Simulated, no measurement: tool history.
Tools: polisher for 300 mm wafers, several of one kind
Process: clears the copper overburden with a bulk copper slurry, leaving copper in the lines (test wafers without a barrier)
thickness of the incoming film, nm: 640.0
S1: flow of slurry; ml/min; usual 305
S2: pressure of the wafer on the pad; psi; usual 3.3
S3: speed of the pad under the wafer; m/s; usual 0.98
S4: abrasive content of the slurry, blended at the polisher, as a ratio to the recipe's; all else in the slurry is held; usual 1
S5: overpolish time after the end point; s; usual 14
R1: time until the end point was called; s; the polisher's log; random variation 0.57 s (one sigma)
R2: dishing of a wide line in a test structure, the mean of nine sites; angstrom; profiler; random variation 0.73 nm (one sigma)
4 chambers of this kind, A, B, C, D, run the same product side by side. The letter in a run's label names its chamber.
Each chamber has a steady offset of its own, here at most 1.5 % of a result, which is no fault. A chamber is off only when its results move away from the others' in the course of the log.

run,hour,S1,S2,S3,S4,S5,R1,R2
1B,4.6,305,3.3,0.98,1,14,57.434,376.1
2A,7.7,305,3.3,0.98,1,14,58.021,368.19
# hour 10.4: chamber C: slurry blender recalibrated
3D,11.3,305,3.3,0.98,1,14,55.968,360.21
# hour 12.3: chamber A: worn pad replaced by a new one
4C,16,305,3.3,0.98,1,14,55.888,381.76
# hour 17: chamber C: worn pad replaced by a new one
# hour 18: chamber D: worn pad replaced by a new one
5D,21.7,305,3.3,0.98,1,14,56.367,371.8
6C,25.9,305,3.3,0.98,1,14,55.687,362.12
7B,28.5,305,3.3,0.98,1,10,57.228,343.65
# hour 30.6: chamber B: worn pad replaced by a new one
8A,31.5,305,3.3,0.98,1,10,57.768,341.81
9D,34.7,305,3.3,0.98,1,10,56.328,344.78
10C,39.8,305,3.3,0.98,1,10,54.509,347.65
11B,44.1,305,3.3,0.98,1,14,56.187,374.2
12A,48.2,305,4.4,0.98,1,14,43.225,395.88
13A,52.9,305,4.4,0.98,1,14,42.408,370.61
14C,56.7,305,4.4,0.98,1,14,41.45,388.28
15D,61.4,305,4.4,0.98,1,14,42.061,398.38
16B,64.2,305,3.3,0.98,1,14,55.762,359.47
17B,68.2,305,3.3,0.98,1,14,57.374,370.49
18D,71.8,265,3.3,0.98,1,14,57.687,372.78
# hour 74: chamber A: worn pad replaced by a new one
19A,75.3,265,3.3,0.98,1,14,57.433,363.47
20C,79.2,265,3.3,0.98,1,14,55.796,354.37
21D,84.9,265,3.3,0.98,1,14,56.135,362.21
# hour 90.4: chamber D: slurry blender recalibrated
22A,90.6,305,3.3,0.98,1.15,6,55.271,293.13
23C,94.4,305,3.3,0.98,1.15,6,54.757,287.55
24B,98.7,305,3.3,0.98,1.15,6,55.271,291.68
25C,102.5,305,3.3,0.98,1.15,6,55.82,293.07
26B,105.9,305,3.3,0.74,1,17,75.603,371.13
27D,108.8,305,3.3,0.74,1,17,73.935,360.51
# hour 109.5: chamber B: slurry nozzle cleaned
28A,113.2,305,3.3,0.74,1,17,76.714,382.7
29A,117.9,305,3.3,0.74,1,17,75.859,358.07
# hour 121.3: chamber C: slurry nozzle cleaned
# hour 122.3: chamber C: worn pad replaced by a new one
30D,123.7,305,3.3,0.98,1,14,56.24,371.7
31B,127.3,305,3.3,0.98,1,14,56.299,367.2
32C,130.9,305,3.3,0.98,1,14,55.637,378.94
33B,134.5,305,3.3,0.98,1,14,57.07,371.21
34A,137.2,305,3.3,0.98,1,14,58.144,372.98
35C,140.9,305,3.3,0.98,1,14,56.914,369.2
36D,144.6,305,3.3,0.98,1,14,55.943,380.98
37C,149.2,305,3.3,0.98,1,14,56.314,375.8
# hour 151.9: chamber B: worn pad replaced by a new one
# hour 152.2: chamber A: worn pad replaced by a new one
38D,154.7,385,4.4,0.98,1,14,41.786,397.28
39B,158.3,385,4.4,0.98,1,14,42.602,399.71
# hour 158.9: chamber D: worn pad replaced by a new one
40A,161.6,385,4.4,0.98,1,14,42.016,382.28
41C,166.4,385,4.4,0.98,1,14,41.527,388.91
# hour 167.4: chamber D: slurry nozzle cleaned
42A,169.8,305,3.3,0.98,1,14,57.635,367.49
43D,174.5,305,3.3,0.98,1,14,55.208,372.33

What goes on in this fleet: one chamber off, a drifting gauge, or nothing beyond the chambers' own small offsets? Name the chamber and the cause, if any.

No chamber stands off beyond its own small offset, and the gauge holds steady.
